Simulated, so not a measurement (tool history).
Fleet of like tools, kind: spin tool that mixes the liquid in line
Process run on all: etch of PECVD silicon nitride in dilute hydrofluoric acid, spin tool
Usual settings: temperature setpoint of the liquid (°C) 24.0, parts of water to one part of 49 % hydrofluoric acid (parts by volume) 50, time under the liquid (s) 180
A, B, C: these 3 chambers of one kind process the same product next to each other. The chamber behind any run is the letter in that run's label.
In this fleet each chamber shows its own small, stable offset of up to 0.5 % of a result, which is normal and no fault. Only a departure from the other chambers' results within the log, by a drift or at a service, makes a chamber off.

| run | hour | temperature setpoint of the liquid (°C) | parts of water to one part of 49 % hydrofluoric acid (parts by volume) | time under the liquid (s) | hours since the thermometer was replaced | hours since the hydrofluoric acid flow meter was replaced | read-back film thickness of the PECVD silicon nitride reference wafer, read on the same gauge (nm) | thickness taken off the PECVD silicon nitride on a monitor wafer (Å) |
|---|---|---|---|---|---|---|---|---|
| 1A | 3.1 | 24.0 | 50 | 180 | 649.5 | 1239.2 | 30.005 | 179.41 |
| 2C | 6.1 | 24.0 | 50 | 180 | 757.3 | 427.5 | 30.003 | 180.34 |
| 3B | 9.1 | 24.0 | 50 | 180 | 690.7 | 1482.5 | 29.998 | 175.21 |
| 4A | 13.2 | 24.0 | 50 | 180 | 659.6 | 1249.3 | 30.007 | 177.33 |
| 5C | 16.4 | 24.0 | 50 | 180 | 767.6 | 437.8 | 29.987 | 178.06 |
| 6B | 19.2 | 24.0 | 50 | 180 | 700.8 | 1492.6 | 29.972 | 179.31 |
| 7B | 23.2 | 24.0 | 50 | 180 | 704.8 | 1496.6 | 30.024 | 177.01 |
| 8A | 26.8 | 24.0 | 50 | 180 | 673.2 | 1262.9 | 30.000 | 177.87 |
| 9C | 29.1 | 24.0 | 50 | 180 | 780.3 | 450.5 | 29.970 | 180.49 |
| 10A | 31.2 | 24.0 | 50 | 180 | 677.6 | 1267.3 | 30.003 | 179.61 |
| 11B | 34.8 | 24.0 | 50 | 180 | 716.4 | 1508.2 | 30.039 | 177.40 |
| 12C | 38.4 | 24.0 | 50 | 180 | 789.6 | 459.8 | 30.045 | 178.46 |
| 13B | 41.4 | 24.0 | 50 | 180 | 723.0 | 1514.8 | 30.053 | 180.65 |
| 14A | 44.0 | 24.0 | 50 | 180 | 690.4 | 1280.1 | 30.078 | 172.94 |
| 15C | 46.1 | 24.0 | 50 | 180 | 797.3 | 467.5 | 29.993 | 179.95 |
| 16B | 50.4 | 24.0 | 50 | 180 | 732.0 | 1523.8 | 29.932 | 177.04 |
| 17A | 53.4 | 21.5 | 50 | 180 | 699.8 | 1289.5 | 30.055 | 145.91 |
| 18C | 56.3 | 21.5 | 50 | 180 | 807.5 | 477.7 | 29.973 | 151.28 |
| 19A | 59.5 | 21.5 | 50 | 180 | 705.9 | 1295.6 | 30.007 | 142.52 |
| 20C | 62.6 | 24.0 | 50 | 180 | 813.8 | 484.0 | 30.007 | 178.36 |
| 21B | 65.3 | 24.0 | 50 | 180 | 746.9 | 1538.7 | 30.039 | 174.89 |
| 22A | 68.6 | 24.0 | 50 | 180 | 715.0 | 1304.7 | 29.990 | 172.14 |
| 23C | 72.9 | 24.0 | 50 | 180 | 824.1 | 494.3 | 29.982 | 176.27 |
| 24B | 77.3 | 24.0 | 50 | 180 | 758.9 | 1550.7 | 30.006 | 180.85 |
| 25C | 81.0 | 24.0 | 50 | 180 | 832.2 | 502.4 | 30.015 | 178.07 |

One chamber off, gauge drift, or nothing amiss beyond the chambers' own small offsets? If it is a chamber, which one, and what is the likeliest cause?

Chamber A drifts away from the others.
Likeliest cause: hydrofluoric acid flow below the setpoint (%) = 4.82.
The log might look much the same if the cause were instead: liquid colder than its thermometer reads (K).

Below are 4 candidate recipes for chamber A's next run, each the usual settings with a change, their results shown as question marks. Which of them brings A's results back in line with what the other chambers give on the usual settings?
Allowed miss from the other chambers' usual-settings mean, per result, to count as in line: thickness taken off the PECVD silicon nitride on a monitor wafer (Å) 5.40
| 26A-1 | 84.3 | 23.5 | 50 | 170 |  |  |  | ? |
| 26A-2 | 84.3 | 24.0 | 50 | 190 |  |  |  | ? |
| 26A-3 | 84.3 | 24.0 | 50 | 170 |  |  |  | ? |
| 26A-4 | 84.3 | 24.0 | 50 | 200 |  |  |  | ? |

What the other chambers average on the usual settings: thickness taken off the PECVD silicon nitride on a monitor wafer (Å) 178.37
| run | thickness taken off the PECVD silicon nitride on a monitor wafer (Å) |
|---|---|
| 26A-1 | 154.75 |
| 26A-2 | 178.89 |
| 26A-3 | 160.06 |
| 26A-4 | 188.30 |
With 26A-2, the chamber falls back in line with the rest.
